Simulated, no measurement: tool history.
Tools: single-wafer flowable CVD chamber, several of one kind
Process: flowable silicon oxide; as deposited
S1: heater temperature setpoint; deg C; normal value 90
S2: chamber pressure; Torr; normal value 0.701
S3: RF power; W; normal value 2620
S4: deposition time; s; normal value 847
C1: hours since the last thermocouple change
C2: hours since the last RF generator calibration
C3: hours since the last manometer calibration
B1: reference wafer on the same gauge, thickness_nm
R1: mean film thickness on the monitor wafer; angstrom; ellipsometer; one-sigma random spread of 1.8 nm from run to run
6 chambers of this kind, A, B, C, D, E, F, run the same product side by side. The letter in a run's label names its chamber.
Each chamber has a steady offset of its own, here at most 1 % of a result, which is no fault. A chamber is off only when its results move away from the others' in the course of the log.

Run 1A, hour 6: usual settings; C1 1321.6; C2 415.8; C3 630.4; B1 698.03. Result: R1 6292.9 angstrom.
Run 2D, hour 10.7: usual settings; C1 966.2; C2 791; C3 267; B1 697.77. Result: R1 6333.2 angstrom.
Run 3F, hour 15.1: usual settings; C1 1637.2; C2 1271.2; C3 675.4; B1 698.16. Result: R1 6289.2 angstrom.
Run 4B, hour 22.3: usual settings; C1 1214.3; C2 124.8; C3 701.3; B1 698.15. Result: R1 6298 angstrom.
Run 5E, hour 26.4: usual settings; C1 291.1; C2 1801.7; C3 571.7; B1 698.8. Result: R1 6260.7 angstrom.
Run 6C, hour 33.5: usual settings; C1 252.9; C2 686.4; C3 993.6; B1 697.97. Result: R1 6256.3 angstrom.
Run 7E, hour 37.3: usual settings; C1 302; C2 1812.6; C3 582.6; B1 697.99. Result: R1 6280.5 angstrom.
Run 8C, hour 44.2: usual settings; C1 263.6; C2 697.1; C3 1004.3; B1 697.45. Result: R1 6266.3 angstrom.
Run 9F, hour 48.5: usual settings; C1 1670.6; C2 1304.6; C3 708.8; B1 698.46. Result: R1 6316.7 angstrom.
Run 10D, hour 55.7: usual settings but S1 103 deg C; C1 1011.2; C2 836; C3 312; B1 697.65. Result: R1 4106.7 angstrom.
Run 11B, hour 63.6: usual settings but S1 103 deg C; C1 1255.6; C2 166.1; C3 742.6; B1 698.29. Result: R1 4131.1 angstrom.
At hour 64.1: chamber B: thermocouple changed; heater temperature recalibrated.
At hour 66.4: chamber E: RF generator calibrated.
Run 12A, hour 71.7: usual settings but S1 103 deg C; C1 1387.3; C2 481.5; C3 696.1; B1 697.78. Result: R1 4075.5 angstrom.
Run 13F, hour 78.2: usual settings but S1 103 deg C; C1 1700.3; C2 1334.3; C3 738.5; B1 698.18. Result: R1 4071.2 angstrom.
Run 14E, hour 84.2: usual settings but S1 103 deg C; C1 348.9; C2 17.9; C3 629.5; B1 698.04. Result: R1 4016.4 angstrom.
Run 15A, hour 89.8: usual settings but S1 103 deg C; C1 1405.4; C2 499.6; C3 714.2; B1 697.91. Result: R1 4057.9 angstrom.
Run 16B, hour 94.2: usual settings; C1 30.2; C2 196.7; C3 773.2; B1 698.34. Result: R1 6344.2 angstrom.
Run 17C, hour 101.9: usual settings; C1 321.3; C2 754.8; C3 1062; B1 697.8. Result: R1 6249.7 angstrom.
Run 18D, hour 110.2: usual settings; C1 1065.7; C2 890.5; C3 366.5; B1 698.28. Result: R1 6338.4 angstrom.
At hour 115.2: chamber C: RF generator calibrated.
Run 19B, hour 117.5: usual settings; C1 53.5; C2 220; C3 796.5; B1 697.73. Result: R1 6352.9 angstrom.
Run 20F, hour 123.9: usual settings; C1 1746; C2 1380; C3 784.2; B1 697.23. Result: R1 6315 angstrom.
Run 21C, hour 127.5: usual settings but S1 77 deg C; C1 346.9; C2 12.4; C3 1087.6; B1 698.12. Result: R1 9190.9 angstrom.
Run 22A, hour 135.1: usual settings but S1 77 deg C; C1 1450.7; C2 544.9; C3 759.5; B1 697.67. Result: R1 9241.5 angstrom.
Run 23E, hour 140.4: usual settings but S1 77 deg C; C1 405.1; C2 74.1; C3 685.7; B1 698.42. Result: R1 9056.1 angstrom.
Run 24D, hour 146.1: usual settings but S1 77 deg C; C1 1101.6; C2 926.4; C3 402.4; B1 698.3. Result: R1 9199.9 angstrom.
Run 25A, hour 154: usual settings but S1 77 deg C; C1 1469.6; C2 563.8; C3 778.4; B1 697.28. Result: R1 9256.5 angstrom.
Run 26E, hour 159.8: usual settings but S1 77 deg C; C1 424.5; C2 93.5; C3 705.1; B1 698.52. Result: R1 9058 angstrom.
Run 27D, hour 163.4: usual settings; C1 1118.9; C2 943.7; C3 419.7; B1 698.07. Result: R1 6334.5 angstrom.
Run 28B, hour 169.2: usual settings; C1 105.2; C2 271.7; C3 848.2; B1 698.02. Result: R1 6348.4 angstrom.
Run 29C, hour 175.3: usual settings; C1 394.7; C2 60.2; C3 1135.4; B1 698.16. Result: R1 6296.3 angstrom.
Run 30F, hour 183.4: usual settings but S2 0.808 Torr, S3 2185 W; C1 1805.5; C2 1439.5; C3 843.7; B1 697.96. Result: R1 7393 angstrom.
Run 31D, hour 187: usual settings but S2 0.808 Torr, S3 2185 W; C1 1142.5; C2 967.3; C3 443.3; B1 697.73. Result: R1 7434.3 angstrom.
Run 32A, hour 191.8: usual settings but S2 0.808 Torr, S3 2185 W; C1 1507.4; C2 601.6; C3 816.2; B1 697.79. Result: R1 7405.8 angstrom.
Run 33B, hour 196.9: usual settings but S2 0.808 Torr, S3 2185 W; C1 132.9; C2 299.4; C3 875.9; B1 698.26. Result: R1 7416.5 angstrom.
Run 34E, hour 202.2: usual settings but S2 0.808 Torr, S3 2185 W; C1 466.9; C2 135.9; C3 747.5; B1 697.97. Result: R1 7241 angstrom.
Run 35F, hour 206.2: usual settings but S2 0.808 Torr, S3 2185 W; C1 1828.3; C2 1462.3; C3 866.5; B1 697.8. Result: R1 7404.8 angstrom.
Run 36C, hour 214.3: usual settings; C1 433.7; C2 99.2; C3 1174.4; B1 697.52. Result: R1 6249 angstrom.
Run 37A, hour 222.4: usual settings; C1 1538; C2 632.2; C3 846.8; B1 697.58. Result: R1 6315.2 angstrom.

Each of the 6 chambers runs these same settings next. Fill in every chamber's results:
Run 38A, hour 228.4: usual settings but S1 75 deg C. Result: R1 ?.
Run 38B, hour 228.4: usual settings but S1 75 deg C. Result: R1 ?.
Run 38C, hour 228.4: usual settings but S1 75 deg C. Result: R1 ?.
Run 38D, hour 228.4: usual settings but S1 75 deg C. Result: R1 ?.
Run 38E, hour 228.4: usual settings but S1 75 deg C. Result: R1 ?.
Run 38F, hour 228.4: usual settings but S1 75 deg C. Result: R1 ?.

run      R1
38A  9715.3
38B  9742.1
38C    9693
38D  9723.1
38E  9449.6
38F  9676.9
